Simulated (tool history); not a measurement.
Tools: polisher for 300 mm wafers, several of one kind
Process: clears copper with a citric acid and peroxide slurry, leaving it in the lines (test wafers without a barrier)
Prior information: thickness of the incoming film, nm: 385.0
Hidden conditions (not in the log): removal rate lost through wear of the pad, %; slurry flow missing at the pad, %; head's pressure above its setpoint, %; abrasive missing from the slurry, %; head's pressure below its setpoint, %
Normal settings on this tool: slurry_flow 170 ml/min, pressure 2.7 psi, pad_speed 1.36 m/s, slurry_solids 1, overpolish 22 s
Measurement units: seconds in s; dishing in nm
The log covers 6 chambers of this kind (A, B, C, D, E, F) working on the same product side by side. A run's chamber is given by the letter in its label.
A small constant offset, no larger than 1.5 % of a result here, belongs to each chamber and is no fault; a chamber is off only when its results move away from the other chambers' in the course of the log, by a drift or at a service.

| run | hour | slurry_flow | pressure | pad_speed | slurry_solids | overpolish | wafers polished on this pad | hours since the slurry nozzle was cleaned | hours since the head pressure was calibrated | hours since the slurry blender was calibrated | seconds | dishing |
|---|---|---|---|---|---|---|---|---|---|---|---|---|
| 1C | 6.2 | 170 | 2.7 | 1.36 | 1 | 22 | 456 | 91.6 | 535.7 | 114.5 | 142.18 | 37.155 |
| 2D | 12.9 | 170 | 2.7 | 1.36 | 1 | 22 | 1159 | 101.6 | 262.5 | 376.7 | 143.21 | 39.179 |
|  | 17.2 | chamber C: slurry blender recalibrated |
| 3E | 17.7 | 170 | 2.7 | 1.36 | 1 | 22 | 1106 | 299.7 | 294.9 | 133.6 | 138.45 | 37.554 |
| 4A | 20.6 | 170 | 2.7 | 1.36 | 1 | 22 | 358 | 374 | 535.3 | 46.8 | 142.5 | 37.361 |
|  | 23.3 | chamber E: worn pad replaced by a new one |
| 5B | 26 | 170 | 2.7 | 1.52 | 1 | 22 | 812 | 348.1 | 1168.8 | 107.6 | 129.62 | 42.182 |
|  | 27 | chamber F: worn pad replaced by a new one |
| 6F | 30.9 | 170 | 2.7 | 1.52 | 1 | 22 | 34 | 169.6 | 963 | 256.5 | 127.48 | 42.907 |
|  | 33.3 | chamber D: slurry blender recalibrated |
| 7D | 37.1 | 170 | 2.7 | 1.52 | 1 | 22 | 1374 | 125.8 | 286.7 | 3.9 | 130.01 | 42.725 |
|  | 39.9 | chamber D: worn pad replaced by a new one |
| 8B | 40.7 | 170 | 2.7 | 1.52 | 1 | 22 | 943 | 362.8 | 1183.5 | 122.3 | 129.18 | 43.971 |
|  | 44.1 | chamber A: worn pad replaced by a new one |
| 9C | 45.4 | 170 | 2.7 | 1.52 | 1 | 22 | 806 | 130.8 | 574.9 | 28.2 | 129.4 | 41.418 |
| 10E | 49.9 | 170 | 2.7 | 1.52 | 1 | 22 | 237 | 331.9 | 327.1 | 165.8 | 127.06 | 41.856 |
| 11A | 52.9 | 170 | 2.7 | 1.36 | 1 | 22 | 78 | 406.3 | 567.6 | 79.1 | 143.39 | 39.923 |
|  | 56.7 | chamber C: head pressure recalibrated |
| 12F | 59.2 | 205 | 2.7 | 1.36 | 1 | 22 | 287 | 197.9 | 991.3 | 284.8 | 140.1 | 39.32 |
|  | 60 | chamber B: worn pad replaced by a new one |
| 13D | 62.1 | 205 | 2.7 | 1.36 | 1 | 22 | 198 | 150.8 | 311.7 | 28.9 | 138.19 | 41.538 |
| 14B | 67.4 | 205 | 2.7 | 1.36 | 1 | 22 | 66 | 389.5 | 1210.2 | 149 | 140.14 | 40.674 |
| 15C | 73.7 | 205 | 2.7 | 1.36 | 1 | 22 | 1058 | 159.1 | 17 | 56.5 | 152.58 | 35.59 |
|  | 77.9 | chamber B: slurry blender recalibrated |
| 16E | 78.4 | 205 | 2.7 | 1.36 | 1 | 22 | 491 | 360.4 | 355.6 | 194.3 | 137.89 | 39.779 |
|  | 78.5 | chamber B: head pressure recalibrated |
| 17A | 82.2 | 205 | 2.7 | 1.36 | 1 | 22 | 339 | 435.6 | 596.9 | 108.4 | 140.36 | 41.091 |
| 18F | 85.4 | 170 | 2.7 | 1.36 | 1 | 22 | 521 | 224.1 | 1017.5 | 311 | 142.87 | 39.223 |
|  | 88 | chamber F: slurry blender recalibrated |
| 19D | 89.7 | 170 | 2.7 | 1.36 | 1 | 22 | 444 | 178.4 | 339.3 | 56.5 | 142.6 | 38.166 |
|  | 89.9 | chamber B: slurry nozzle cleaned |
|  | 93.4 | chamber C: worn pad replaced by a new one |
| 20C | 94.4 | 170 | 2.7 | 1.36 | 1 | 22 | 9 | 179.8 | 37.7 | 77.2 | 156.36 | 36.404 |
|  | 95.3 | chamber F: worn pad replaced by a new one |
| 21F | 99.9 | 170 | 2.7 | 1.36 | 1 | 22 | 41 | 238.6 | 1032 | 11.9 | 141.17 | 40.112 |
| 22A | 103.2 | 170 | 2.7 | 1.36 | 1 | 22 | 527 | 456.6 | 617.9 | 129.4 | 143.76 | 40.419 |
| 23E | 109 | 170 | 2.7 | 1.36 | 1 | 22 | 764 | 391 | 386.2 | 224.9 | 142.58 | 38.552 |
| 24B | 114.9 | 170 | 2.7 | 1.36 | 1 | 22 | 490 | 25 | 36.4 | 37 | 144.34 | 40.016 |
| 25C | 120.7 | 170 | 2.7 | 1.36 | 1 | 22 | 244 | 206.1 | 64 | 103.5 | 156.34 | 34.902 |
|  | 123.1 | chamber A: worn pad replaced by a new one |
| 26A | 124.9 | 170 | 2.7 | 1.36 | 1 | 22 | 16 | 478.3 | 639.6 | 151.1 | 139.58 | 39.238 |
| 27D | 130.1 | 170 | 2.1 | 1.36 | 1 | 22 | 805 | 218.8 | 379.7 | 96.9 | 182.08 | 31.254 |
|  | 135 | chamber E: worn pad replaced by a new one |
| 28F | 136.5 | 170 | 2.1 | 1.36 | 1 | 22 | 367 | 275.2 | 1068.6 | 48.5 | 180.03 | 31.294 |
| 29B | 140.7 | 170 | 2.1 | 1.36 | 1 | 22 | 720 | 50.8 | 62.2 | 62.8 | 184.73 | 31.975 |
| 30E | 144.2 | 170 | 2.1 | 1.36 | 1 | 22 | 82 | 426.2 | 421.4 | 260.1 | 181.63 | 32.471 |
|  | 147.5 | chamber C: slurry blender recalibrated |
| 31A | 148.6 | 170 | 2.1 | 1.36 | 1 | 22 | 227 | 502 | 663.3 | 174.8 | 184.45 | 31.204 |
| 32C | 152.7 | 170 | 2.1 | 1.36 | 1 | 22 | 529 | 238.1 | 96 | 5.3 | 200.47 | 28.748 |
|  | 157.1 | chamber F: worn pad replaced by a new one |
| 33F | 157.6 | 170 | 2.7 | 1.36 | 1 | 22 | 4 | 296.3 | 1089.7 | 69.6 | 140.3 | 39.882 |
| 34D | 163.5 | 170 | 2.7 | 1.36 | 1 | 22 | 1102 | 252.2 | 413.1 | 130.3 | 143.2 | 40.508 |
| 35B | 168.6 | 170 | 2.7 | 1.36 | 1 | 22 | 969 | 78.7 | 90.1 | 90.7 | 145.23 | 39.577 |
| 36E | 172.6 | 170 | 3.3 | 1.36 | 0.9 | 22 | 335 | 454.6 | 449.8 | 288.5 | 120.55 | 45.832 |
| 37D | 175.7 | 170 | 3.3 | 1.36 | 0.9 | 22 | 1211 | 264.4 | 425.3 | 142.5 | 121.31 | 46.153 |
|  | 178.6 | chamber B: worn pad replaced by a new one |
| 38B | 181.6 | 170 | 3.3 | 1.36 | 0.9 | 22 | 26 | 91.7 | 103.1 | 103.7 | 120.24 | 47.465 |

Is one chamber out of step, is the gauge drifting, or do the chambers differ by no more than their own small offsets? For an off chamber, give its letter and the likeliest cause.

Chamber C came out of a service off from its peers and stayed that way.
Cause: head's pressure below its setpoint, % = 9.47.

Below are 4 candidate recipes for chamber C's next run, each the usual settings with a change, their results shown as question marks. Which of them brings C's results back in line with what the other chambers give on the usual settings?
In line means no further than this from the other chambers' mean on the usual settings: seconds 4.3 s; dishing 3.2 nm
| 39C-1 | 186.3 | 175 | 2.9 | 1.5 | 1 | 23 |  |  |  |  | ? | ? |
| 39C-2 | 186.3 | 170 | 2.8 | 1.44 | 1 | 22 |  |  |  |  | ? | ? |
| 39C-3 | 186.3 | 170 | 2.6 | 1.3 | 1 | 22 |  |  |  |  | ? | ? |
| 39C-4 | 186.3 | 170 | 2.5 | 1.24 | 1 | 22 |  |  |  |  | ? | ? |

What the other chambers average on the usual settings: seconds 142.94 s; dishing 39.197 nm
| run | seconds | dishing |
|---|---|---|
| 39C-1 | 132.2 | 43.506 |
| 39C-2 | 143.03 | 39.27 |
| 39C-3 | 169.89 | 33.865 |
| 39C-4 | 184.79 | 31.459 |
The right change is 39C-2: it brings the chamber back within the allowed miss of the others.

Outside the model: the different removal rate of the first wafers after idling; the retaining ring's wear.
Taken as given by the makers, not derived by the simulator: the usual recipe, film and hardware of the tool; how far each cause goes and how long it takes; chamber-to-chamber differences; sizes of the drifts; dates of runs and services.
